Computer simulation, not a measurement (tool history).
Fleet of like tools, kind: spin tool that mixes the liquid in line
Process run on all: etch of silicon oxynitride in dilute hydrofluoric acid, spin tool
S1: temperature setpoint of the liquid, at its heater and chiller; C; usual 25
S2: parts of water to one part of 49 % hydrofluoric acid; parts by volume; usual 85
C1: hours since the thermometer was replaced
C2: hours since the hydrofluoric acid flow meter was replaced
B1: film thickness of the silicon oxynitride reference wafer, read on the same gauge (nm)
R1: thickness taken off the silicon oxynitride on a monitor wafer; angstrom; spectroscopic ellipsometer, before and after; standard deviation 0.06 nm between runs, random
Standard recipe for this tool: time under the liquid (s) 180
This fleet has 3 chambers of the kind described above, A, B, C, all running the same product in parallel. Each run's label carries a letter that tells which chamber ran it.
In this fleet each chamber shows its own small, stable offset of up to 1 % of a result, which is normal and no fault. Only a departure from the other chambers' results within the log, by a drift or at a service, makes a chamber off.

run 1C hour=7.9 | S1=25 S2=85 time_under_the_liquid_(s)=180 | C1=854 C2=1167 | B1=100.06 | R1=81.977
run 2B hour=14.5 | S1=25 S2=85 time_under_the_liquid_(s)=180 | C1=593.9 C2=564.6 | B1=99.978 | R1=82.344
run 3A hour=24.4 | S1=25 S2=85 time_under_the_liquid_(s)=180 | C1=1081.8 C2=898.7 | B1=99.982 | R1=82.298
run 4B hour=33.5 | S1=25 S2=85 time_under_the_liquid_(s)=180 | C1=612.9 C2=583.6 | B1=100 | R1=83.729
run 5A hour=38.3 | S1=25 S2=85 time_under_the_liquid_(s)=180 | C1=1095.7 C2=912.6 | B1=100.02 | R1=82.248
run 6C hour=46.8 | S1=25 S2=85 time_under_the_liquid_(s)=180 | C1=892.9 C2=1205.9 | B1=99.995 | R1=82.939
run 7A hour=54.4 | S1=25 S2=85 time_under_the_liquid_(s)=180 | C1=1111.8 C2=928.7 | B1=99.972 | R1=82.232
run 8B hour=61 | S1=25 S2=85 time_under_the_liquid_(s)=180 | C1=640.4 C2=611.1 | B1=100 | R1=83.548
run 9C hour=68.6 | S1=25 S2=85 time_under_the_liquid_(s)=180 | C1=914.7 C2=1227.7 | B1=100.02 | R1=81.92
run 10C hour=74.6 | S1=25 S2=85 time_under_the_liquid_(s)=180 | C1=920.7 C2=1233.7 | B1=99.965 | R1=82.646
run 11B hour=81.4 | S1=25 S2=85 time_under_the_liquid_(s)=180 | C1=660.8 C2=631.5 | B1=100.01 | R1=84.367
run 12A hour=87.9 | S1=25 S2=85 time_under_the_liquid_(s)=180 | C1=1145.3 C2=962.2 | B1=100.03 | R1=82.466
run 13C hour=95.5 | S1=25 S2=85 time_under_the_liquid_(s)=180 | C1=941.6 C2=1254.6 | B1=100.01 | R1=83.421
run 14B hour=101.7 | S1=25 S2=85 time_under_the_liquid_(s)=180 | C1=681.1 C2=651.8 | B1=100.01 | R1=83.413
run 15A hour=108.7 | S1=25 S2=85 time_under_the_liquid_(s)=180 | C1=1166.1 C2=983 | B1=99.988 | R1=82.217
run 16A hour=115.4 | S1=28.5 S2=85 time_under_the_liquid_(s)=220 | C1=1172.8 C2=989.7 | B1=100.07 | R1=117.49
-- hour=119 chamber A: hydrofluoric acid flow meter replaced
run 17C hour=125.5 | S1=28.5 S2=85 time_under_the_liquid_(s)=220 | C1=971.6 C2=1284.6 | B1=100.01 | R1=116.43
run 18B hour=131.4 | S1=28.5 S2=85 time_under_the_liquid_(s)=220 | C1=710.8 C2=681.5 | B1=100.01 | R1=119.61
run 19B hour=141.4 | S1=23.5 S2=85 time_under_the_liquid_(s)=180 | C1=720.8 C2=691.5 | B1=100.01 | R1=77.396
run 20C hour=149.1 | S1=23.5 S2=85 time_under_the_liquid_(s)=180 | C1=995.2 C2=1308.2 | B1=100.04 | R1=77.449
run 21A hour=154.3 | S1=23.5 S2=85 time_under_the_liquid_(s)=180 | C1=1211.7 C2=35.3 | B1=100.02 | R1=77.021
run 22B hour=158.9 | S1=25 S2=85 time_under_the_liquid_(s)=180 | C1=738.3 C2=709 | B1=99.975 | R1=83.97
run 23A hour=166.3 | S1=25 S2=85 time_under_the_liquid_(s)=180 | C1=1223.7 C2=47.3 | B1=100.03 | R1=83.311
run 24C hour=172.9 | S1=25 S2=85 time_under_the_liquid_(s)=180 | C1=1019 C2=1332 | B1=99.946 | R1=84.513
run 25B hour=182.4 | S1=25 S2=85 time_under_the_liquid_(s)=180 | C1=761.8 C2=732.5 | B1=99.984 | R1=83.644
run 26A hour=191.7 | S1=25 S2=85 time_under_the_liquid_(s)=180 | C1=1249.1 C2=72.7 | B1=100.01 | R1=83.166
run 27C hour=199.3 | S1=25 S2=85 time_under_the_liquid_(s)=180 | C1=1045.4 C2=1358.4 | B1=99.991 | R1=84.68
run 28B hour=209.2 | S1=25 S2=85 time_under_the_liquid_(s)=180 | C1=788.6 C2=759.3 | B1=99.973 | R1=83.763
run 29A hour=214.6 | S1=25 S2=85 time_under_the_liquid_(s)=180 | C1=1272 C2=95.6 | B1=99.954 | R1=83.329
run 30C hour=220.4 | S1=25 S2=85 time_under_the_liquid_(s)=180 | C1=1066.5 C2=1379.5 | B1=99.962 | R1=84.518
run 31C hour=228.9 | S1=25 S2=85 time_under_the_liquid_(s)=180 | C1=1075 C2=1388 | B1=99.99 | R1=85.965
run 32A hour=234.4 | S1=25 S2=85 time_under_the_liquid_(s)=180 | C1=1291.8 C2=115.4 | B1=99.977 | R1=82.217
run 33B hour=239.9 | S1=25 S2=85 time_under_the_liquid_(s)=180 | C1=819.3 C2=790 | B1=99.968 | R1=83.733
run 34B hour=247.7 | S1=25 S2=85 time_under_the_liquid_(s)=180 | C1=827.1 C2=797.8 | B1=100.01 | R1=82.297
run 35C hour=252.6 | S1=25 S2=85 time_under_the_liquid_(s)=180 | C1=1098.7 C2=1411.7 | B1=100.01 | R1=85.956
run 36A hour=260.1 | S1=25 S2=85 time_under_the_liquid_(s)=180 | C1=1317.5 C2=141.1 | B1=99.969 | R1=83.312
run 37A hour=267.7 | S1=25 S2=85 time_under_the_liquid_(s)=180 | C1=1325.1 C2=148.7 | B1=100.03 | R1=83.507
run 38C hour=277.4 | S1=25 S2=85 time_under_the_liquid_(s)=180 | C1=1123.5 C2=1436.5 | B1=99.936 | R1=87.645
run 39B hour=283.5 | S1=25 S2=85 time_under_the_liquid_(s)=180 | C1=862.9 C2=833.6 | B1=100 | R1=83.786
run 40C hour=290.2 | S1=25 S2=85 time_under_the_liquid_(s)=180 | C1=1136.3 C2=1449.3 | B1=99.987 | R1=86.229
run 41A hour=297.7 | S1=25 S2=85 time_under_the_liquid_(s)=180 | C1=1355.1 C2=178.7 | B1=99.988 | R1=82.875
run 42B hour=304.9 | S1=25 S2=85 time_under_the_liquid_(s)=180 | C1=884.3 C2=855 | B1=99.972 | R1=83.748
run 43C hour=314.9 | S1=25 S2=85 time_under_the_liquid_(s)=180 | C1=1161 C2=1474 | B1=100 | R1=88.631
run 44A hour=324.8 | S1=25 S2=85 time_under_the_liquid_(s)=180 | C1=1382.2 C2=205.8 | B1=100.03 | R1=83.075

Has any chamber moved away from the others, gradually or after a service, or does the common gauge drift, or do the chambers differ only by their own small steady offsets? State the chamber and the most likely cause if one applies.

It is chamber C that slowly wanders off from its peers.
Likeliest cause: liquid hotter than its thermometer reads (K) = 1.42.
The log might look much the same if the cause were instead: hydrofluoric acid flow above the setpoint (%).

Below are 4 candidate recipes for chamber C's next run, each the usual settings with a change, their results shown as question marks. Which of them brings C's results back in line with what the other chambers give on the usual settings?
To be in line, a result may differ from the other chambers' mean on the usual settings by at most: R1 2.1 angstrom
run 45C-1 hour=332 | S1=25 S2=80 time_under_the_liquid_(s)=190 | R1=?
run 45C-2 hour=332 | S1=25 S2=90 time_under_the_liquid_(s)=180 | R1=?
run 45C-3 hour=332 | S1=25 S2=90 time_under_the_liquid_(s)=170 | R1=?
run 45C-4 hour=332 | S1=25 S2=85 time_under_the_liquid_(s)=190 | R1=?

The other chambers' mean on the usual settings: R1 83.124 angstrom
run=45C-1 R1=98.887
run=45C-2 R1=82.429
run=45C-3 R1=77.849
run=45C-4 R1=92.594
The answer is 45C-2, which returns the chamber to within the allowed miss of the others.
